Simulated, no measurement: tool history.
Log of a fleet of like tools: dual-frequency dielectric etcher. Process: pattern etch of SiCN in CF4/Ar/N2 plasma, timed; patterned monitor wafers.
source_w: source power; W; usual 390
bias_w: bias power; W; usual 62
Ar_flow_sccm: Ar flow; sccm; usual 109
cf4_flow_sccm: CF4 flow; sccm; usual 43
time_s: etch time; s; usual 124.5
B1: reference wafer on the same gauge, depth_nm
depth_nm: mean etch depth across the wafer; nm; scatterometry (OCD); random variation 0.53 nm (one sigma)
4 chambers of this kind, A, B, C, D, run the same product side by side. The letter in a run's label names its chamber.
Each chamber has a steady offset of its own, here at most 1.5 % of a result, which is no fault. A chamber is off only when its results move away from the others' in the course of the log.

At hour 3.8: chamber C: bias power generator calibrated.
Run 1B, hour 6.2: usual settings; B1 70.999. Result: depth_nm 80.993 nm.
Run 2C, hour 13.9: usual settings; B1 70.940. Result: depth_nm 81.487 nm.
Run 3A, hour 23.4: usual settings; B1 70.988. Result: depth_nm 81.540 nm.
Run 4D, hour 35.4: usual settings; B1 70.804. Result: depth_nm 82.444 nm.
Run 5C, hour 45.8: usual settings; B1 71.015. Result: depth_nm 80.926 nm.
Run 6D, hour 56.0: usual settings; B1 70.990. Result: depth_nm 82.478 nm.
Run 7B, hour 66.4: usual settings; B1 70.894. Result: depth_nm 81.958 nm.
Run 8A, hour 74.9: usual settings; B1 71.046. Result: depth_nm 80.456 nm.
At hour 81.5: chamber D: bias power generator calibrated.
Run 9D, hour 86.7: usual settings; B1 71.063. Result: depth_nm 82.041 nm.
Run 10C, hour 94.0: usual settings; B1 71.096. Result: depth_nm 81.409 nm.
At hour 98.2: chamber D: wet clean of the chamber.
Run 11B, hour 104.2: usual settings; B1 70.905. Result: depth_nm 80.161 nm.
Run 12A, hour 109.8: usual settings; B1 71.180. Result: depth_nm 80.486 nm.
Run 13A, hour 115.3: usual settings; B1 71.037. Result: depth_nm 80.779 nm.
Run 14C, hour 124.0: usual settings; B1 71.015. Result: depth_nm 81.534 nm.
Run 15D, hour 134.0: usual settings; B1 71.015. Result: depth_nm 81.843 nm.
At hour 137.8: chamber B: wet clean of the chamber.
Run 16B, hour 145.5: usual settings; B1 71.099. Result: depth_nm 81.123 nm.
Run 17D, hour 157.1: usual settings but cf4_flow_sccm 49 sccm, time_s 99.0 s; B1 71.013. Result: depth_nm 66.398 nm.
Run 18B, hour 165.2: usual settings but cf4_flow_sccm 49 sccm, time_s 99.0 s; B1 70.947. Result: depth_nm 65.700 nm.
Run 19C, hour 173.7: usual settings but cf4_flow_sccm 49 sccm, time_s 99.0 s; B1 71.035. Result: depth_nm 65.956 nm.
Run 20A, hour 183.3: usual settings but cf4_flow_sccm 49 sccm, time_s 99.0 s; B1 70.949. Result: depth_nm 65.129 nm.
Run 21B, hour 194.1: usual settings; B1 70.904. Result: depth_nm 79.977 nm.
Run 22C, hour 201.6: usual settings; B1 71.073. Result: depth_nm 81.017 nm.
Run 23A, hour 213.1: usual settings; B1 71.065. Result: depth_nm 80.372 nm.
Run 24D, hour 222.4: usual settings; B1 70.962. Result: depth_nm 82.049 nm.
Run 25C, hour 234.1: usual settings but source_w 440 W, time_s 157.0 s; B1 71.077. Result: depth_nm 113.130 nm.
Run 26D, hour 240.0: usual settings but source_w 440 W, time_s 157.0 s; B1 71.003. Result: depth_nm 115.180 nm.
At hour 244.4: chamber B: Ar flow controller replaced.
Run 27B, hour 252.7: usual settings but source_w 440 W, time_s 157.0 s; B1 71.007. Result: depth_nm 113.330 nm.
Run 28A, hour 259.9: usual settings but source_w 440 W, time_s 157.0 s; B1 70.929. Result: depth_nm 109.620 nm.

What goes on in this fleet: one chamber off, a drifting gauge, or nothing beyond the chambers' own small offsets? Name the chamber and the cause, if any.

Chamber A drifts away from the others.
Cause: etch rate under this chamber's usual, % = 3.48.
The log may not tell that from: source power that arrives under what is set, %.

Here are 4 candidates for chamber A's next run, each the usual settings with a change, their results left as question marks. Which one brings its results back in line with what the others give on the usual settings?
In line means no further than this from the other chambers' mean on the usual settings: depth_nm 1.800 nm
Run 29A-1, hour 269.0: usual settings but time_s 120.5 s. Result: depth_nm ?.
Run 29A-2, hour 269.0: usual settings but source_w 400 W, time_s 127.0 s. Result: depth_nm ?.
Run 29A-3, hour 269.0: usual settings but source_w 400 W, bias_w 63 W, time_s 130.0 s. Result: depth_nm ?.
Run 29A-4, hour 269.0: usual settings but source_w 360 W, Ar_flow_sccm 111 sccm, cf4_flow_sccm 42 sccm. Result: depth_nm ?.

The other chambers' mean on the usual settings: depth_nm 81.502 nm
  run  depth_nm
29A-1    76.190
29A-2    82.103
29A-3    84.550
29A-4    72.869
29A-2 brings the chamber back in line.
